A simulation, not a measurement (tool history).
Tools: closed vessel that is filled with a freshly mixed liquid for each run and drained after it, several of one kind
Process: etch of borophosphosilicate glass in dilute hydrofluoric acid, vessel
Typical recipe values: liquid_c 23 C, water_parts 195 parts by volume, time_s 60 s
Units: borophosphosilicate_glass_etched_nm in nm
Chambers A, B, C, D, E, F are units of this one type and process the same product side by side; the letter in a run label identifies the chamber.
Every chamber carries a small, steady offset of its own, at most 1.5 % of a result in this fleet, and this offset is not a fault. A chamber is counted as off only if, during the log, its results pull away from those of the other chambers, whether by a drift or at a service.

run,day,liquid_c,water_parts,time_s,hours since the thermometer was replaced,hours since the hydrofluoric acid flow meter was replaced,"read-back film thickness of the borophosphosilicate glass reference wafer, read on the same gauge (nm)",borophosphosilicate_glass_etched_nm
1E,0.267,23,195,60,249.8,1018.3,79.99,11.76
2F,0.612,23,195,60,169.6,834.4,79.995,11.783
3A,0.933,23,195,60,1076.4,1560.2,80.01,11.736
4C,1.146,23,195,60,1019.1,270.8,79.993,11.796
5B,1.392,23,265,90,217.5,1866,80.038,12.287
6D,1.696,23,265,90,1108,710.2,79.982,12.294
7F,2.054,23,265,90,204.2,869,80,12.27
8D,2.292,23,265,90,1122.3,724.5,79.999,12.071
9E,2.492,23,265,90,303.2,1071.7,80.024,12.328
10A,2.921,23,265,90,1124.1,1607.9,79.973,11.881
11B,3.296,23,195,60,263.2,1911.7,79.994,11.829
12C,3.588,23,195,85,1077.7,329.4,80.042,16.491
13F,3.892,23,195,85,248.3,913.1,79.997,16.717
# day 3.979: chamber A: hydrofluoric acid flow meter replaced
14B,4.242,23,195,85,285.9,1934.4,79.995,17.079
15E,4.475,23,195,85,350.8,1119.3,79.996,16.622
16C,4.8,23,195,85,1106.8,358.5,80.018,16.796
17D,5.192,23,195,85,1191.9,794.1,79.988,16.581
18A,5.404,23,195,60,1183.7,34.3,80.007,11.747
19F,5.638,23,195,60,290.2,955,80.004,11.863
# day 5.875: chamber C: thermometer replaced
20B,6.004,23,195,60,328.2,1976.7,79.991,11.881
21E,6.192,23,195,60,392,1160.5,80.002,11.715
22A,6.5,23,195,60,1210,60.6,80.026,11.769
23D,6.817,23,195,60,1230.9,833.1,80.01,11.64
24C,7.025,23,195,60,27.6,411.9,80.002,11.844
25B,7.412,23,195,60,362,2010.5,79.988,12.031
26C,7.625,23,195,60,42,426.3,79.999,11.705
27A,7.842,20,195,60,1242.2,92.8,79.979,10.296
28F,8.042,20,195,60,347.9,1012.7,80.026,10.454
29E,8.246,20,195,60,441.3,1209.8,79.965,10.63
30D,8.583,20,195,60,1273.3,875.5,80,10.41
31C,8.925,20,195,60,73.2,457.5,79.987,10.683
32D,9.258,20,195,60,1289.5,891.7,79.989,10.527
33E,9.492,23,195,60,471.2,1239.7,80.05,11.897
34B,9.917,23,195,60,422.1,2070.6,80.001,12.072
35F,10.154,19,195,30,398.6,1063.4,79.975,5.0081
36A,10.529,19,195,30,1306.7,157.3,79.985,4.9645
37A,10.729,19,195,30,1311.5,162.1,80.015,5.0057
38E,11.088,19,195,30,509.5,1278,80.001,5.0564
39F,11.462,19,195,30,430,1094.8,80.011,5.0373
40C,11.717,19,195,30,140.2,524.5,80.056,5.018
41B,12.138,23,195,60,475.4,2123.9,80.018,11.822
42D,12.496,23,195,60,1367.2,969.4,80.034,11.672

Each of the 6 chambers runs these same settings next. Fill in every chamber's results:
43A,12.804,23,195,60,,,,?
43B,12.804,23,195,60,,,,?
43C,12.804,23,195,60,,,,?
43D,12.804,23,195,60,,,,?
43E,12.804,23,195,60,,,,?
43F,12.804,23,195,60,,,,?

run,borophosphosilicate_glass_etched_nm
43A,11.609
43B,11.923
43C,11.666
43D,11.743
43E,11.873
43F,11.742
